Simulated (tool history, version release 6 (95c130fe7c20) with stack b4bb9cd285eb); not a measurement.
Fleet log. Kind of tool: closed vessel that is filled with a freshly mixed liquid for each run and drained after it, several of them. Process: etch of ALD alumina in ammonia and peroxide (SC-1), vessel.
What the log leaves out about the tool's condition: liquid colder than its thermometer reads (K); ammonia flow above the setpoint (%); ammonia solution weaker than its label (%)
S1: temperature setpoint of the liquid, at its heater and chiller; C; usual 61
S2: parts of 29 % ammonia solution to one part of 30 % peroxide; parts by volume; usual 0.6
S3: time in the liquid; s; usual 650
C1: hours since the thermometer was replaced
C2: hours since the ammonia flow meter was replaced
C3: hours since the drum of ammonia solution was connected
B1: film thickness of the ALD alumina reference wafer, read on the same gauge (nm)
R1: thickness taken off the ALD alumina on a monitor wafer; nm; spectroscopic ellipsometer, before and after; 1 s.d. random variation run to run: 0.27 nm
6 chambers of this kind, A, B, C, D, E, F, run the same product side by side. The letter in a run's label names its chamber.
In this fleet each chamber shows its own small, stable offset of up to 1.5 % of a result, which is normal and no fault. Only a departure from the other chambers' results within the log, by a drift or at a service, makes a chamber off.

| run | hour | S1 | S2 | S3 | C1 | C2 | C3 | B1 | R1 |
|---|---|---|---|---|---|---|---|---|---|
|  | 3.6 | chamber E: ammonia flow meter replaced |
| 1F | 11.5 | 61 | 0.6 | 650 | 1494.6 | 512.5 | 183.4 | 130.01 | 36.863 |
| 2A | 23.8 | 61 | 0.6 | 650 | 275.3 | 1322.4 | 169.1 | 130 | 37.499 |
| 3C | 35.7 | 61 | 0.6 | 650 | 1126.2 | 1168.6 | 97.1 | 130.05 | 36.966 |
| 4D | 47.8 | 61 | 0.6 | 650 | 587.5 | 524.5 | 225.2 | 130 | 36.983 |
| 5E | 62.3 | 61 | 0.6 | 650 | 272.9 | 58.8 | 590 | 130.05 | 37.3 |
| 6B | 74.8 | 61 | 0.6 | 650 | 613.6 | 78.1 | 145 | 130.04 | 37.438 |
| 7E | 90 | 61 | 0.6 | 650 | 300.6 | 86.5 | 617.7 | 129.96 | 37.15 |
|  | 93.9 | chamber D: ammonia flow meter replaced |
| 8C | 103.6 | 61 | 0.6 | 515 | 1194.1 | 1236.5 | 165 | 130.01 | 29.091 |
| 9F | 113.9 | 61 | 0.6 | 515 | 1597 | 614.9 | 285.8 | 130 | 29.396 |
| 10A | 122.7 | 61 | 0.6 | 515 | 374.2 | 1421.3 | 268 | 129.98 | 29.545 |
| 11D | 134.3 | 61 | 0.6 | 515 | 674 | 40.5 | 311.7 | 130.01 | 29.136 |
| 12B | 148 | 61 | 0.6 | 515 | 686.8 | 151.3 | 218.2 | 130.06 | 29.539 |
|  | 150.7 | chamber C: new drum of ammonia solution connected |
|  | 156.7 | chamber D: new drum of ammonia solution connected |
|  | 159.3 | chamber C: thermometer replaced |
| 13E | 160.3 | 61 | 0.6 | 515 | 370.9 | 156.8 | 688 | 130.02 | 29.207 |
| 14F | 172.7 | 61 | 0.6 | 650 | 1655.8 | 673.7 | 344.6 | 130 | 36.796 |
| 15B | 182.7 | 61 | 0.6 | 650 | 721.5 | 186 | 252.9 | 130 | 37.335 |
|  | 190.5 | chamber B: thermometer replaced |
| 16C | 197.1 | 61 | 0.6 | 650 | 37.9 | 1330 | 46.5 | 130.01 | 36.552 |
| 17D | 208.7 | 61 | 0.6 | 800 | 748.4 | 114.9 | 52 | 130.02 | 45.102 |
|  | 210 | chamber A: ammonia flow meter replaced |
| 18A | 216.8 | 61 | 0.6 | 800 | 468.3 | 6.8 | 362.1 | 130.01 | 45.564 |
| 19D | 225.1 | 61 | 0.6 | 800 | 764.8 | 131.3 | 68.4 | 130 | 44.78 |
| 20C | 237 | 61 | 0.6 | 800 | 77.8 | 1369.9 | 86.4 | 130.03 | 45.347 |
| 21B | 244.2 | 61 | 0.6 | 800 | 53.8 | 247.5 | 314.4 | 130.02 | 45.93 |
|  | 252.8 | chamber C: ammonia flow meter replaced |
|  | 256.6 | chamber F: new drum of ammonia solution connected |
| 22A | 256.7 | 61 | 0.6 | 800 | 508.2 | 46.7 | 402 | 130.02 | 46.288 |
| 23E | 270 | 61 | 0.6 | 650 | 480.6 | 266.5 | 797.7 | 130 | 35.741 |
| 24F | 281.2 | 61 | 0.6 | 650 | 1764.3 | 782.2 | 24.6 | 130.01 | 36.999 |
| 25B | 294.3 | 64.5 | 0.6 | 950 | 103.9 | 297.6 | 364.5 | 130.02 | 64.647 |
| 26E | 301.2 | 64.5 | 0.6 | 950 | 511.8 | 297.7 | 828.9 | 130.02 | 62.397 |
| 27C | 308.3 | 64.5 | 0.6 | 950 | 149.1 | 55.6 | 157.7 | 129.97 | 64.812 |
| 28D | 319.2 | 64.5 | 0.6 | 950 | 858.9 | 225.4 | 162.5 | 129.95 | 64.276 |
| 29A | 331.4 | 64.5 | 0.6 | 950 | 582.9 | 121.4 | 476.7 | 130.03 | 64.654 |
| 30F | 346 | 64.5 | 0.6 | 950 | 1829.1 | 847 | 89.4 | 129.94 | 65.56 |
|  | 348 | chamber C: new drum of ammonia solution connected |
| 31F | 357.1 | 70 | 0.85 | 650 | 1840.2 | 858.1 | 100.5 | 129.95 | 59.375 |
|  | 365.6 | chamber E: new drum of ammonia solution connected |
| 32B | 371.2 | 70 | 0.85 | 650 | 180.8 | 374.5 | 441.4 | 130.01 | 60.042 |
| 33D | 379.9 | 70 | 0.85 | 650 | 919.6 | 286.1 | 223.2 | 130.05 | 59.208 |
|  | 384.8 | chamber D: thermometer replaced |
| 34A | 389.5 | 70 | 0.85 | 650 | 641 | 179.5 | 534.8 | 130.07 | 59.942 |
| 35C | 401.4 | 70 | 0.85 | 650 | 242.2 | 148.7 | 53.5 | 129.99 | 58.945 |
| 36E | 415.1 | 70 | 0.85 | 650 | 625.7 | 411.6 | 49.6 | 130.03 | 57.279 |
| 37B | 425.5 | 61 | 0.7 | 650 | 235.1 | 428.8 | 495.7 | 130.02 | 37.888 |
| 38E | 432.7 | 61 | 0.7 | 650 | 643.3 | 429.2 | 67.2 | 130.03 | 35.414 |
| 39C | 442.4 | 61 | 0.7 | 650 | 283.2 | 189.7 | 94.5 | 129.99 | 37.218 |
| 40D | 455.8 | 61 | 0.7 | 650 | 71.1 | 362 | 299.1 | 130.01 | 37.448 |
| 41A | 463.3 | 61 | 0.7 | 650 | 714.8 | 253.3 | 608.6 | 130.01 | 37.827 |
| 42F | 470.6 | 61 | 0.7 | 650 | 1953.7 | 971.6 | 214 | 130 | 37.529 |
| 43C | 482 | 61 | 0.6 | 650 | 322.8 | 229.3 | 134.1 | 130.04 | 36.85 |
| 44E | 489.3 | 61 | 0.6 | 650 | 699.9 | 485.8 | 123.8 | 130.02 | 34.572 |

One chamber off, gauge drift, or nothing amiss beyond the chambers' own small offsets? If it is a chamber, which one, and what is the likeliest cause?

Chamber E drifts away from the others.
Likeliest cause: liquid colder than its thermometer reads (K) = 1.66.

Chamber E could run next with any of the 4 candidate recipes listed below; each alters the usual settings, and their results appear as question marks. Which one brings its results back in line with what the other chambers deliver on the usual settings?
Allowed miss from the other chambers' usual-settings mean, per result, to count as in line: R1 0.93 nm
| 45E-1 | 500.3 | 61.5 | 0.6 | 675 |  |  |  |  | ? |
| 45E-2 | 500.3 | 61 | 0.6 | 660 |  |  |  |  | ? |
| 45E-3 | 500.3 | 61 | 0.6 | 610 |  |  |  |  | ? |
| 45E-4 | 500.3 | 61 | 0.6 | 640 |  |  |  |  | ? |

Usual-settings mean across the other chambers: R1 36.984 nm
| run | R1 |
|---|---|
| 45E-1 | 36.961 |
| 45E-2 | 35.239 |
| 45E-3 | 32.569 |
| 45E-4 | 34.171 |
The right change is 45E-1: it brings the chamber back within the allowed miss of the others.
